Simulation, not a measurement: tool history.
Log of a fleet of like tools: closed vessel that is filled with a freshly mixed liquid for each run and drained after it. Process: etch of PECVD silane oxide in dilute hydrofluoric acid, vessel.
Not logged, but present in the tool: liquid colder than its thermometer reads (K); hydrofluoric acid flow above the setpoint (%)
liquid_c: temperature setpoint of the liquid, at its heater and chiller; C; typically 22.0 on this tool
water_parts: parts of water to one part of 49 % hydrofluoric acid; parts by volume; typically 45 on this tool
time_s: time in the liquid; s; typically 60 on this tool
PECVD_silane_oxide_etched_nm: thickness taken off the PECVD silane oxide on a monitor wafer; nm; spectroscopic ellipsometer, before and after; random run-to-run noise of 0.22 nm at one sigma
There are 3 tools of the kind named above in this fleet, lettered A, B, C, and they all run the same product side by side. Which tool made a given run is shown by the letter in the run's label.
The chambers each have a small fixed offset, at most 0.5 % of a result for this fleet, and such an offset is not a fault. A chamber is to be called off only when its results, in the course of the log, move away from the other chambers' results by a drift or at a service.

run,hour,liquid_c,water_parts,time_s,hours since the thermometer was replaced,hours since the hydrofluoric acid flow meter was replaced,"read-back film thickness of the PECVD silane oxide reference wafer, read on the same gauge (nm)",PECVD_silane_oxide_etched_nm
1C,2.8,22.0,45,60,385.9,1190.1,30.015,24.386
2B,5.8,22.0,45,60,979.5,152.7,29.998,24.661
3A,9.6,22.0,45,60,534.8,504.8,29.979,24.616
4B,13.7,22.0,45,60,987.4,160.6,29.964,25.123
5A,17.2,22.0,45,60,542.4,512.4,29.992,24.528
6C,20.9,20.0,45,50,404.0,1208.2,29.984,19.237
7C,23.5,20.0,45,50,406.6,1210.8,30.037,18.632
8B,28.6,20.0,45,50,1002.3,175.5,30.044,18.832
9A,31.7,22.0,45,60,556.9,526.9,30.013,24.600
10B,35.2,22.0,45,60,1008.9,182.1,30.005,24.620
11C,37.8,22.0,45,60,420.9,1225.1,30.007,25.516
12A,40.4,22.0,45,60,565.6,535.6,29.992,24.599
13A,44.9,22.0,45,60,570.1,540.1,30.005,24.419
14B,48.8,26.5,60,60,1022.5,195.7,30.055,21.859
15C,52.8,26.5,60,60,435.9,1240.1,29.990,22.929
16C,55.6,26.5,60,60,438.7,1242.9,30.019,22.923
17A,61.1,22.0,45,60,586.3,556.3,30.004,24.906
18B,64.0,22.0,45,60,1037.7,210.9,29.991,25.007
19C,66.8,22.0,45,60,449.9,1254.1,30.017,25.879
20A,71.4,22.0,45,95,596.6,566.6,29.981,38.962
21B,76.7,22.0,45,95,1050.4,223.6,29.977,38.830
22A,81.6,22.0,45,95,606.8,576.8,30.028,38.960
23C,84.2,22.0,45,60,467.3,1271.5,30.000,25.986
24B,87.7,22.0,45,60,1061.4,234.6,29.933,24.578
25C,92.0,22.0,30,35,475.1,1279.3,29.997,23.189
26B,95.0,22.0,30,35,1068.7,241.9,29.993,21.949
27A,99.0,22.0,30,35,624.2,594.2,30.018,22.172
28B,102.4,22.0,45,85,1076.1,249.3,30.008,34.544
29C,105.6,22.0,45,85,488.7,1292.9,29.976,38.378
30A,110.8,22.0,45,85,636.0,606.0,29.994,34.898
31B,114.7,22.0,45,60,1088.4,261.6,29.980,24.784
32C,120.0,22.0,45,60,503.1,1307.3,29.962,27.119
33A,123.4,22.0,45,60,648.6,618.6,30.044,25.027
34B,128.7,24.5,45,40,1102.4,275.6,29.994,18.219
35C,133.8,24.5,45,40,516.9,1321.1,29.970,20.315

Predict what each chamber gives when all 3 of them run the settings below next.
36A,137.9,22.0,45,60,,,,?
36B,137.9,22.0,45,60,,,,?
36C,137.9,22.0,45,60,,,,?

run,PECVD_silane_oxide_etched_nm
36A,24.696
36B,24.557
36C,27.663

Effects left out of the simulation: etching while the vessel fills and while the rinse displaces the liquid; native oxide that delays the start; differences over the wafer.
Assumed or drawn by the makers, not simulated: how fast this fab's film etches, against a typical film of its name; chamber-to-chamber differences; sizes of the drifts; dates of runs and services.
